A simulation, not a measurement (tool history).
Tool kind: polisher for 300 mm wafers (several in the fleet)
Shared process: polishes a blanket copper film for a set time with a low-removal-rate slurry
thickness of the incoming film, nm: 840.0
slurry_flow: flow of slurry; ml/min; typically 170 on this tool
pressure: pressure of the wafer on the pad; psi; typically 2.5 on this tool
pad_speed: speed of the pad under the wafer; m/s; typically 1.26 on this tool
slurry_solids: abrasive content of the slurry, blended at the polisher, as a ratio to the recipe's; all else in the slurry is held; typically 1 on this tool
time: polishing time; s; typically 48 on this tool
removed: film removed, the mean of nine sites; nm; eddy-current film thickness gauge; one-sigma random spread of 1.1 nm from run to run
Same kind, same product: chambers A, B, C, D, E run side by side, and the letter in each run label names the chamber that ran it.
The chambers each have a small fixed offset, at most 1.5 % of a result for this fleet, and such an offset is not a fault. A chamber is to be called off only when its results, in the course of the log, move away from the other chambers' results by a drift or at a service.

run	hour	slurry_flow	pressure	pad_speed	slurry_solids	time	wafers polished on this pad	hours since the slurry nozzle was cleaned	hours since the head pressure was calibrated	hours since the slurry blender was calibrated	removed
1D	3.6	170	2.5	1.26	1	48	596	515.5	255.9	174.2	130.730
# hour 5.1: chamber D: worn pad replaced by a new one
2A	6.0	170	2.5	1.26	1	48	443	308.3	322.8	193.1	134.270
# hour 8.3: chamber E: slurry nozzle cleaned
3C	10.7	170	2.5	1.26	1	48	227	80.6	471.5	76.2	129.520
4B	15.2	170	2.5	1.26	1	48	430	216.2	957.9	38.2	133.630
5E	18.3	170	2.5	1.26	1	48	287	10.0	1165.7	431.8	131.880
6E	21.9	170	2.5	1.26	1	48	340	13.6	1169.3	435.4	133.690
7A	25.3	170	2.5	1.26	1	48	727	327.6	342.1	212.4	131.530
8B	30.1	170	3.0	1.26	1	48	649	231.1	972.8	53.1	161.640
9C	33.0	170	3.0	1.26	1	48	555	102.9	493.8	98.5	157.950
# hour 35.1: chamber E: slurry blender recalibrated
10D	35.5	170	3.0	1.26	1	48	448	547.4	287.8	206.1	156.860
11A	39.9	170	3.0	1.26	1	48	942	342.2	356.7	227.0	158.220
12E	44.6	170	3.0	1.26	1	48	674	36.3	1192.0	9.6	163.620
13D	47.2	170	2.5	1.26	1	48	620	559.1	299.5	217.8	130.660
# hour 47.5: chamber C: worn pad replaced by a new one
# hour 49.4: chamber E: head pressure recalibrated
# hour 51.9: chamber D: worn pad replaced by a new one
14B	51.9	170	3.4	1.26	1	48	970	252.9	994.6	74.9	181.540
# hour 55.8: chamber E: worn pad replaced by a new one
15C	56.4	170	3.4	1.26	1	48	131	126.3	517.2	121.9	177.990
16D	60.2	170	3.4	1.26	1	48	122	572.1	312.5	230.8	181.610
# hour 61.7: chamber A: worn pad replaced by a new one
# hour 62.4: chamber B: worn pad replaced by a new one
17A	62.7	170	3.4	1.26	1	48	15	365.0	379.5	249.8	178.520
18E	66.5	170	3.4	1.26	1	48	158	58.2	17.2	31.5	197.570
19B	69.9	170	2.5	1.26	1	48	110	270.9	1012.6	92.9	132.900
20C	74.9	170	2.5	1.26	1	48	403	144.8	535.7	140.4	132.010
21D	77.6	170	2.5	1.26	1	48	378	589.5	329.9	248.2	130.740
22C	82.1	170	2.1	1.06	1	48	509	152.0	542.9	147.6	93.783
23E	85.7	170	2.1	1.06	1	48	441	77.4	36.4	50.7	102.640
24B	89.2	170	2.1	1.06	1	48	394	290.2	1031.9	112.2	95.244
# hour 92.0: chamber D: worn pad replaced by a new one
25A	93.3	170	2.1	1.06	1	48	465	395.6	410.1	280.4	93.341
# hour 95.4: chamber C: worn pad replaced by a new one
26B	98.3	170	2.1	1.06	1	48	528	299.3	1041.0	121.3	93.588
27C	102.8	170	2.5	1.26	1	48	110	172.7	563.6	168.3	132.710
28E	106.5	170	2.5	1.26	1	48	747	98.2	57.2	71.5	143.430
29A	111.3	170	3.3	0.88	1	48	730	413.6	428.1	298.4	121.430
# hour 112.5: chamber D: slurry blender recalibrated
# hour 113.3: chamber E: worn pad replaced by a new one
30D	114.5	170	3.3	0.88	1	48	331	626.4	366.8	2.1	122.990
31E	116.9	170	3.3	0.88	1	48	53	108.6	67.6	81.9	131.480

What goes on in this fleet: one chamber off, a drifting gauge, or nothing beyond the chambers' own small offsets? Name the chamber and the cause, if any.

After it was serviced, chamber E no longer matches the other chambers.
What lies behind it: head's pressure above its setpoint, % = 7.12.

Below are 4 candidate recipes for chamber E's next run, each the usual settings with a change, their results shown as question marks. Which of them brings E's results back in line with what the other chambers give on the usual settings?
To be in line, a result may differ from the other chambers' mean on the usual settings by at most: removed 3.700 nm
32E-1	120.5	170	2.6	1.30	1	49					?
32E-2	120.5	170	2.7	1.26	1	51					?
32E-3	120.5	170	2.5	1.18	1	44					?
32E-4	120.5	170	2.4	1.24	1	47					?

The other chambers' mean on the usual settings: removed 132.110 nm
run	removed
32E-1	156.100
32E-2	163.530
32E-3	122.580
32E-4	132.060
It is 32E-4 that realigns the chamber with its peers.
